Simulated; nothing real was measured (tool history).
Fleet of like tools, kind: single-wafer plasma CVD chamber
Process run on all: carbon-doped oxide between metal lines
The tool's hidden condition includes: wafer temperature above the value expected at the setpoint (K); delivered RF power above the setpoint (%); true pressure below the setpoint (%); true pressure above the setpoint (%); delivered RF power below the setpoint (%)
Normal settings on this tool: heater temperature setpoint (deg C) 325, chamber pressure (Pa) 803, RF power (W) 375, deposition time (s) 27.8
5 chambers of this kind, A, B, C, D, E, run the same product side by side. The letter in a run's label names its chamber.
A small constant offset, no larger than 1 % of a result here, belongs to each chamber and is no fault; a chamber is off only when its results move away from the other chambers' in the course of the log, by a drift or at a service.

| run | hour | heater temperature setpoint (deg C) | chamber pressure (Pa) | RF power (W) | deposition time (s) | hours since the last thermocouple change | hours since the last RF generator calibration | hours since the last manometer calibration | read-back reference wafer on the same gauge, thickness_nm | mean film thickness on the monitor wafer (Å) |
|---|---|---|---|---|---|---|---|---|---|---|
| 1D | 8.9 | 325 | 803 | 375 | 27.8 | 349.3 | 71.4 | 1192.3 | 121.94 | 1277.5 |
| 2B | 14.8 | 325 | 803 | 375 | 27.8 | 411.8 | 633.3 | 1476.7 | 121.99 | 1289.6 |
| 3E | 23.4 | 325 | 803 | 375 | 27.8 | 1046.7 | 665.9 | 1096.7 | 121.94 | 1273.8 |
| 4C | 31.4 | 325 | 803 | 375 | 27.8 | 1789.9 | 908.3 | 798.8 | 121.97 | 1297.1 |
| 5A | 36.8 | 333 | 803 | 375 | 27.8 | 1091.8 | 554.3 | 336 | 122.02 | 1249.8 |
| 6A | 42.8 | 333 | 803 | 375 | 27.8 | 1097.8 | 560.3 | 342 | 121.99 | 1254 |
| 7B | 54.3 | 333 | 803 | 375 | 27.8 | 451.3 | 672.8 | 1516.2 | 121.93 | 1249.3 |
| 8D | 62.4 | 333 | 803 | 375 | 27.8 | 402.8 | 124.9 | 1245.8 | 122.07 | 1239.8 |
| 9E | 67.4 | 333 | 803 | 375 | 27.8 | 1090.7 | 709.9 | 1140.7 | 122.03 | 1239.9 |
| 10C | 75.6 | 325 | 803 | 375 | 27.8 | 1834.1 | 952.5 | 843 | 122.04 | 1291.9 |
| 11C | 81.4 | 325 | 803 | 375 | 27.8 | 1839.9 | 958.3 | 848.8 | 121.97 | 1290.3 |
| 12D | 87.3 | 337 | 803 | 375 | 27.8 | 427.7 | 149.8 | 1270.7 | 121.96 | 1221.5 |
| 13A | 93.2 | 337 | 803 | 375 | 27.8 | 1148.2 | 610.7 | 392.4 | 122.01 | 1241.1 |
| 14E | 102.9 | 337 | 803 | 375 | 27.8 | 1126.2 | 745.4 | 1176.2 | 121.97 | 1220.6 |
| 15B | 110.2 | 337 | 803 | 375 | 27.8 | 507.2 | 728.7 | 1572.1 | 122.04 | 1235 |
| 16D | 120.9 | 337 | 803 | 375 | 27.8 | 461.3 | 183.4 | 1304.3 | 121.98 | 1218.9 |
| 17B | 131.9 | 325 | 803 | 375 | 27.8 | 528.9 | 750.4 | 1593.8 | 122.01 | 1286.3 |
| 18E | 137.4 | 325 | 691 | 375 | 27.8 | 1160.7 | 779.9 | 1210.7 | 121.95 | 1249.6 |
| 19A | 145.1 | 325 | 691 | 375 | 27.8 | 1200.1 | 662.6 | 444.3 | 121.98 | 1261.1 |
| 20C | 151.4 | 325 | 691 | 375 | 27.8 | 1909.9 | 1028.3 | 918.8 | 121.96 | 1271.7 |
| 21C | 156.8 | 325 | 691 | 375 | 27.8 | 1915.3 | 1033.7 | 924.2 | 122.04 | 1272.6 |
| 22A | 166.4 | 325 | 691 | 375 | 27.8 | 1221.4 | 683.9 | 465.6 | 122 | 1266.9 |
| 23E | 176.9 | 325 | 803 | 375 | 27.8 | 1200.2 | 819.4 | 1250.2 | 122.01 | 1275.8 |
| 24B | 188.1 | 325 | 803 | 375 | 27.8 | 585.1 | 806.6 | 1650 | 122.04 | 1284.5 |
| 25D | 193.7 | 325 | 803 | 375 | 27.8 | 534.1 | 256.2 | 1377.1 | 122.02 | 1273.6 |
| 26A | 199.7 | 325 | 955 | 375 | 27.8 | 1254.7 | 717.2 | 498.9 | 122.02 | 1311.1 |
| 27B | 205.3 | 325 | 955 | 375 | 27.8 | 602.3 | 823.8 | 1667.2 | 122.03 | 1299.5 |
| 28E | 214.4 | 325 | 955 | 375 | 27.8 | 1237.7 | 856.9 | 1287.7 | 121.93 | 1294 |
| 29D | 222.4 | 325 | 955 | 375 | 27.8 | 562.8 | 284.9 | 1405.8 | 121.95 | 1295 |
| 30C | 229.4 | 325 | 955 | 375 | 27.8 | 1987.9 | 1106.3 | 996.8 | 122.03 | 1315.7 |
| 31B | 234.4 | 335 | 803 | 375 | 27.8 | 631.4 | 852.9 | 1696.3 | 122.03 | 1239.9 |
| 32A | 245.8 | 335 | 803 | 375 | 27.8 | 1300.8 | 763.3 | 545 | 121.97 | 1248.2 |
| 33D | 252.5 | 335 | 803 | 375 | 27.8 | 592.9 | 315 | 1435.9 | 122.03 | 1231.3 |
| 34E | 262.7 | 335 | 803 | 375 | 27.8 | 1286 | 905.2 | 1336 | 122.05 | 1233.6 |
| 35C | 268 | 335 | 803 | 375 | 27.8 | 2026.5 | 1144.9 | 1035.4 | 122.01 | 1251 |
| 36C | 276.4 | 325 | 803 | 345 | 24 | 2034.9 | 1153.3 | 1043.8 | 121.95 | 1049.7 |
| 37D | 282.5 | 325 | 803 | 345 | 24 | 622.9 | 345 | 1465.9 | 122.01 | 1032.2 |
| 38B | 293.4 | 325 | 803 | 345 | 24 | 690.4 | 911.9 | 1755.3 | 122.01 | 1045 |
| 39E | 298.5 | 325 | 803 | 345 | 24 | 1321.8 | 941 | 1371.8 | 122.02 | 1033.5 |
| 40A | 308.5 | 325 | 803 | 345 | 24 | 1363.5 | 826 | 607.7 | 122.06 | 1048.6 |

All chambers now run identical settings, listed one chamber a line with results as question marks. What results will each chamber show?
| 41A | 316.7 | 325 | 803 | 375 | 23.6 |  |  |  |  | ? |
| 41B | 316.7 | 325 | 803 | 375 | 23.6 |  |  |  |  | ? |
| 41C | 316.7 | 325 | 803 | 375 | 23.6 |  |  |  |  | ? |
| 41D | 316.7 | 325 | 803 | 375 | 23.6 |  |  |  |  | ? |
| 41E | 316.7 | 325 | 803 | 375 | 23.6 |  |  |  |  | ? |

| run | mean film thickness on the monitor wafer (Å) |
|---|---|
| 41A | 1099 |
| 41B | 1089.6 |
| 41C | 1096 |
| 41D | 1086.4 |
| 41E | 1083.5 |
